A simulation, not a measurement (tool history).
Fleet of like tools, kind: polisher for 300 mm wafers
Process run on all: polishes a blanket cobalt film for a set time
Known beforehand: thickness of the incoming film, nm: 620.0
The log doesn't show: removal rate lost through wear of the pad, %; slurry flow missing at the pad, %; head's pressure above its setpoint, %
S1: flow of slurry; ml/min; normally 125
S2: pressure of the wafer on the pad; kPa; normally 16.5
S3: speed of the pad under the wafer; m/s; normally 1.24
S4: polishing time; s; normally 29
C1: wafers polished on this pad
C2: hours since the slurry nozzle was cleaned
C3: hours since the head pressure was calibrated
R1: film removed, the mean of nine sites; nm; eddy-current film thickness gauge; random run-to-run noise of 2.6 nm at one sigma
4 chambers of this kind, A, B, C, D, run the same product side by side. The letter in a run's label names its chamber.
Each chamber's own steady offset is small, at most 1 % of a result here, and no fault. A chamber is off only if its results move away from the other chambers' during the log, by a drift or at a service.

{"run": "1B", "day": 0.338, "S1": 125, "S2": 16.5, "S3": 1.24, "S4": 29, "C1": 414, "C2": 394.6, "C3": 397.5, "R1": 238.57}
{"run": "2C", "day": 0.604, "S1": 125, "S2": 16.5, "S3": 1.24, "S4": 29, "C1": 951, "C2": 495.9, "C3": 292.8, "R1": 247.48}
{"run": "3A", "day": 0.917, "S1": 125, "S2": 16.5, "S3": 1.24, "S4": 29, "C1": 780, "C2": 250.5, "C3": 262, "R1": 248.69}
{"run": "4D", "day": 1.304, "S1": 125, "S2": 16.5, "S3": 1.24, "S4": 29, "C1": 964, "C2": 348.6, "C3": 529.1, "R1": 245.58}
{"day": 1.312, "done": "chamber A: worn pad replaced by a new one"}
{"day": 1.462, "done": "chamber D: slurry nozzle cleaned"}
{"day": 1.654, "done": "chamber C: head pressure recalibrated"}
{"run": "5A", "day": 1.733, "S1": 125, "S2": 16.5, "S3": 1.24, "S4": 29, "C1": 153, "C2": 270.1, "C3": 281.6, "R1": 245.53}
{"day": 1.967, "done": "chamber C: worn pad replaced by a new one"}
{"run": "6D", "day": 2.117, "S1": 85, "S2": 16.5, "S3": 1.24, "S4": 29, "C1": 1258, "C2": 15.7, "C3": 548.6, "R1": 222.01}
{"day": 2.292, "done": "chamber B: worn pad replaced by a new one"}
{"run": "7C", "day": 2.646, "S1": 85, "S2": 16.5, "S3": 1.24, "S4": 29, "C1": 246, "C2": 544.9, "C3": 23.8, "R1": 225.15}
{"day": 2.933, "done": "chamber D: worn pad replaced by a new one"}
{"run": "8B", "day": 2.954, "S1": 85, "S2": 16.5, "S3": 1.24, "S4": 29, "C1": 239, "C2": 457.4, "C3": 460.3, "R1": 214.86}
{"run": "9C", "day": 3.304, "S1": 85, "S2": 16.5, "S3": 1.24, "S4": 29, "C1": 484, "C2": 560.7, "C3": 39.6, "R1": 221.18}
{"run": "10A", "day": 3.562, "S1": 125, "S2": 16.5, "S3": 1.24, "S4": 29, "C1": 814, "C2": 314, "C3": 325.5, "R1": 243.63}
{"run": "11D", "day": 3.942, "S1": 125, "S2": 16.5, "S3": 1.24, "S4": 29, "C1": 364, "C2": 59.5, "C3": 592.4, "R1": 244.7}
{"day": 4.296, "done": "chamber A: worn pad replaced by a new one"}
{"run": "12B", "day": 4.35, "S1": 125, "S2": 16.5, "S3": 1.24, "S4": 29, "C1": 744, "C2": 490.9, "C3": 493.8, "R1": 238.8}
{"run": "13B", "day": 4.758, "S1": 125, "S2": 16.5, "S3": 1.24, "S4": 29, "C1": 891, "C2": 500.7, "C3": 503.6, "R1": 237.7}
{"run": "14C", "day": 4.992, "S1": 125, "S2": 16.5, "S3": 1.24, "S4": 29, "C1": 1095, "C2": 601.2, "C3": 80.1, "R1": 241.31}
{"day": 5.233, "done": "chamber B: head pressure recalibrated"}
{"day": 5.442, "done": "chamber B: worn pad replaced by a new one"}
{"run": "15A", "day": 5.508, "S1": 125, "S2": 16.5, "S3": 1.24, "S4": 29, "C1": 438, "C2": 360.7, "C3": 372.2, "R1": 246.09}
{"day": 5.767, "done": "chamber C: worn pad replaced by a new one"}
{"run": "16D", "day": 5.896, "S1": 125, "S2": 16.5, "S3": 1.24, "S4": 29, "C1": 1071, "C2": 106.4, "C3": 639.3, "R1": 242.52}
{"run": "17D", "day": 6.362, "S1": 125, "S2": 16.5, "S3": 1.24, "S4": 29, "C1": 1239, "C2": 117.6, "C3": 650.5, "R1": 243.18}
{"run": "18B", "day": 6.646, "S1": 125, "S2": 16.5, "S3": 1.24, "S4": 29, "C1": 435, "C2": 546, "C3": 34, "R1": 229.13}
{"run": "19A", "day": 6.896, "S1": 125, "S2": 16.5, "S3": 1.24, "S4": 29, "C1": 940, "C2": 394, "C3": 405.5, "R1": 244.67}
{"day": 7.275, "done": "chamber A: worn pad replaced by a new one"}
{"run": "20C", "day": 7.375, "S1": 125, "S2": 16.5, "S3": 1.24, "S4": 29, "C1": 582, "C2": 658.4, "C3": 137.3, "R1": 240.5}
{"day": 7.658, "done": "chamber D: worn pad replaced by a new one"}
{"run": "21C", "day": 7.812, "S1": 125, "S2": 16.5, "S3": 1.24, "S4": 36, "C1": 740, "C2": 668.9, "C3": 147.8, "R1": 302.07}
{"run": "22A", "day": 8.238, "S1": 125, "S2": 16.5, "S3": 1.24, "S4": 36, "C1": 348, "C2": 426.2, "C3": 437.7, "R1": 310.62}
{"run": "23D", "day": 8.725, "S1": 125, "S2": 16.5, "S3": 1.24, "S4": 36, "C1": 386, "C2": 174.3, "C3": 707.2, "R1": 302.82}
{"run": "24B", "day": 9.129, "S1": 125, "S2": 16.5, "S3": 1.24, "S4": 36, "C1": 1333, "C2": 605.6, "C3": 93.6, "R1": 277.31}

Next, every chamber runs the same settings. What will each give?
{"run": "25A", "day": 9.508, "S1": 125, "S2": 16.5, "S3": 1.24, "S4": 29, "R1": "?"}
{"run": "25B", "day": 9.508, "S1": 125, "S2": 16.5, "S3": 1.24, "S4": 29, "R1": "?"}
{"run": "25C", "day": 9.508, "S1": 125, "S2": 16.5, "S3": 1.24, "S4": 29, "R1": "?"}
{"run": "25D", "day": 9.508, "S1": 125, "S2": 16.5, "S3": 1.24, "S4": 29, "R1": "?"}

run=25A R1=245.05
run=25B R1=222.55
run=25C R1=238.18
run=25D R1=242.7
